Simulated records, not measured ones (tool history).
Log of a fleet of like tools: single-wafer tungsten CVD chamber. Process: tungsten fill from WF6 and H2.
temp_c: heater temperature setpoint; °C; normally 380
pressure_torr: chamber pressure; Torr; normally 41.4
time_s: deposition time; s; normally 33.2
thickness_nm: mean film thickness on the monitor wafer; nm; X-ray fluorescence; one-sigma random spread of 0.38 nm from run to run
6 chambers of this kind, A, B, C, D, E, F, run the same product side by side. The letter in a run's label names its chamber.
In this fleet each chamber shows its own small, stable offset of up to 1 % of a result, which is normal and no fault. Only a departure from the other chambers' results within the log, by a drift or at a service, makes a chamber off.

run,hour,temp_c,pressure_torr,time_s,hours since the last thermocouple change,hours since the last manometer calibration,"read-back reference wafer on the same gauge, thickness_nm",thickness_nm
1B,4.6,380,41.4,33.2,215.4,601.4,90.131,76.362
2C,10.6,380,41.4,33.2,711,451.9,90.045,76.044
3A,20,380,41.4,33.2,2071.2,543.7,90.048,76.6
4F,24.8,380,41.4,33.2,849,543.5,90.046,77.08
5E,30.6,380,41.4,33.2,1055.9,2007.4,90.042,75.773
6D,38.7,380,41.4,33.2,1904.2,771.6,90.034,76.055
7C,45.6,380,41.4,33.2,746,486.9,90.118,76.595
8A,54,380,41.4,33.2,2105.2,577.7,90.177,76.924
9B,62.5,380,41.4,33.2,273.3,659.3,90.097,76.63
10D,68.4,380,41.4,33.2,1933.9,801.3,90.002,75.322
11E,75,380,41.4,33.2,1100.3,2051.8,90.142,76.153
12F,82.6,368,41.4,33.2,906.8,601.3,90.28,60.237
13B,88.4,368,41.4,33.2,299.2,685.2,90.164,59.392
14E,97.1,368,41.4,33.2,1122.4,2073.9,90.011,59.509
15D,105.4,368,41.4,33.2,1970.9,838.3,90.233,58.78
16C,112.1,368,41.4,33.2,812.5,553.4,90.014,58.788
17F,117.8,368,41.4,33.2,942,636.5,90.162,59.762
18A,125.6,380,41.4,33.2,2176.8,649.3,90.263,76.891
19C,131.6,372,38.3,33.2,832,572.9,90.184,61.866
# hour 132: chamber A: thermocouple changed; heater temperature recalibrated
20E,140.2,372,38.3,33.2,1165.5,2117,90.109,61.831
21A,150.2,372,38.3,33.2,18.2,673.9,90.037,62.12
22B,156.6,372,38.3,33.2,367.4,753.4,90.059,62.56
# hour 160.5: chamber F: thermocouple changed; heater temperature recalibrated
23D,164.3,372,38.3,33.2,2029.8,897.2,90.086,62.068
24F,169,372,38.3,33.2,8.6,687.7,90.19,66.566
25B,175.9,380,41.4,33.2,386.7,772.7,90.151,76.141
26D,182.1,380,41.4,33.2,2047.6,915,90.167,76.145
27E,186.8,380,41.4,33.2,1212.1,2163.6,90.154,75.82
28A,191.3,380,41.4,33.2,59.3,715,90.15,76.648
29F,196.4,380,41.4,33.2,36,715.1,90.07,81.583
30C,203.3,380,41.4,33.2,903.7,644.6,90.097,76.826
31F,207.9,394,41.4,38.3,47.5,726.6,90.065,123.34
32D,213,394,41.4,38.3,2078.5,945.9,90.101,115.25
33E,221,394,41.4,38.3,1246.3,2197.8,90.159,115.35
34C,227.1,394,41.4,38.3,927.5,668.4,90.112,116.2
35B,237.2,394,41.4,38.3,448,834,90.175,116.5
36A,243.7,394,41.4,38.3,111.7,767.4,90.081,115.17
37C,248.5,380,41.4,33.2,948.9,689.8,90.175,76.324
38D,258.3,380,41.4,33.2,2123.8,991.2,89.924,76.076
39F,266.2,380,41.4,33.2,105.8,784.9,90.086,81.19
40B,275.7,380,41.4,33.2,486.5,872.5,90.179,76.55
41E,285.1,380,41.4,33.2,1310.4,2261.9,90.136,75.725
42A,290.5,380,41.4,33.2,158.5,814.2,90.176,76.089

Decide between three cases: one chamber stands off from its peers, the gauge reading all wafers drifts, or nothing is wrong past each chamber's small offset. Where a chamber is off, say which and what most likely put it there.

A service on chamber F put it out of line with the rest.
What lies behind it: wafer temperature above the value expected at the setpoint (K) = 2.81.

Below are 4 candidate recipes for chamber F's next run, each the usual settings with a change, their results shown as question marks. Which of them brings F's results back in line with what the other chambers give on the usual settings?
A result is in line if it is within this distance of the other chambers' mean on the usual settings: thickness_nm 1.3 nm
43F-1,297.7,383,42.2,33.2,,,,?
43F-2,297.7,381,41.4,33.5,,,,?
43F-3,297.7,378,40.9,32.6,,,,?
43F-4,297.7,379,41.1,32.9,,,,?

The mean the other chambers reach with the usual settings: thickness_nm 76.149 nm
run,thickness_nm
43F-1,86.767
43F-2,83.395
43F-3,75.995
43F-4,78.428
It is 43F-3 that realigns the chamber with its peers.
